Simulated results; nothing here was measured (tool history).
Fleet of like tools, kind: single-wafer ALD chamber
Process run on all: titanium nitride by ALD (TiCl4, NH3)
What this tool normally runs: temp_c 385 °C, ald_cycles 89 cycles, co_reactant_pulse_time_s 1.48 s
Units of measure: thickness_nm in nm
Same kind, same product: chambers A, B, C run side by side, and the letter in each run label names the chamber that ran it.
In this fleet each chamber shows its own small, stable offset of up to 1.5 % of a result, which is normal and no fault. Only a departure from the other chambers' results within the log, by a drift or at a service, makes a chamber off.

run   hour  temp_c  ald_cycles  co_reactant_pulse_time_s  read-back reference wafer on the same gauge, thickness_nm  thickness_nm
 1A    4.9     385          89                      1.48                                                     1.6495        1.9198
 2B    9.2     385          89                      1.48                                                     1.6494         1.908
 3C   11.9     385          89                      1.48                                                     1.6499          1.89
 4A   17.3     385          89                      1.48                                                     1.6492        1.9226
 5B   23.1     385          89                      1.48                                                     1.6489        1.9072
 6C   28.4     385          89                      1.48                                                      1.648        1.8944
 7A   34.4     385          89                      1.48                                                     1.6482        1.9256
 8C   37.3     385          89                      1.48                                                     1.6482        1.8961
 9B   42.9     385          89                      1.48                                                     1.6484        1.9057
10A   47.2     385          89                      1.48                                                     1.6479        1.9229
11C   51.8     385          89                      1.48                                                     1.6477        1.8926
12B   56.5     385          89                      1.48                                                     1.6475        1.9064
13B   59.2     385          89                      1.48                                                     1.6479        1.9038
14C   64.6     385          89                      1.48                                                     1.6476        1.8948
15A   70.1     385          89                      1.48                                                     1.6478        1.9224
16A   74.7     385          89                      1.22                                                     1.6466        1.9003
17B   79.3     385          89                      1.22                                                     1.6456        1.8821
18C   83.9     385          89                      1.22                                                     1.6466        1.8707
19A   86.8     385          89                      1.48                                                     1.6454        1.9216
20B   90.9     385          89                      1.48                                                     1.6458        1.9062
21C   95.7     385          89                      1.48                                                     1.6452        1.8909
22A  101.9     385          89                      1.48                                                     1.6447        1.9178
23C  107.2     385          89                      1.48                                                     1.6453        1.8883
24B    110     385          89                      1.48                                                     1.6449        1.9038
25C  112.9     397          89                      1.29                                                     1.6456        1.9067
26B  115.6     397          89                      1.29                                                     1.6448        1.9145
27A  118.4     397          89                      1.29                                                     1.6446        1.9323
28C  122.8     385          89                      1.48                                                     1.6443        1.8874
29B  128.7     385          89                      1.48                                                     1.6437        1.9058
30A  131.8     385          89                      1.48                                                     1.6441          1.92
31C  136.3     385          89                      1.48                                                     1.6437        1.8855
32A  140.5     385          89                      1.48                                                     1.6432        1.9144
33B  146.3     385          89                      1.48                                                     1.6432        1.9014
34A  151.5     385          89                      1.48                                                      1.643        1.9211
35B  154.5     385          89                      1.48                                                     1.6431        1.8989
36C  158.9     385          89                      1.48                                                     1.6426          1.89
37C  165.1     385          89                      1.48                                                     1.6425        1.8881
38B  171.2     385          89                      1.48                                                     1.6425        1.8942
39A  175.2     396          89                      1.28                                                     1.6422        1.9221
40B  180.8     396          89                      1.28                                                     1.6416        1.9071
41C  186.5     396          89                      1.28                                                     1.6412        1.8981
42A  190.6     385          89                      1.48                                                     1.6412        1.9153
43B  196.2     385          89                      1.48                                                     1.6414        1.8967

Next, all 3 chambers run the settings below, one line each with question marks for the results. What does each chamber give?
44A  200.7     385          89                      1.48                                                                        ?
44B  200.7     385          89                      1.48                                                                        ?
44C  200.7     385          89                      1.48                                                                        ?

run  thickness_nm
44A        1.9117
44B        1.8974
44C        1.8829
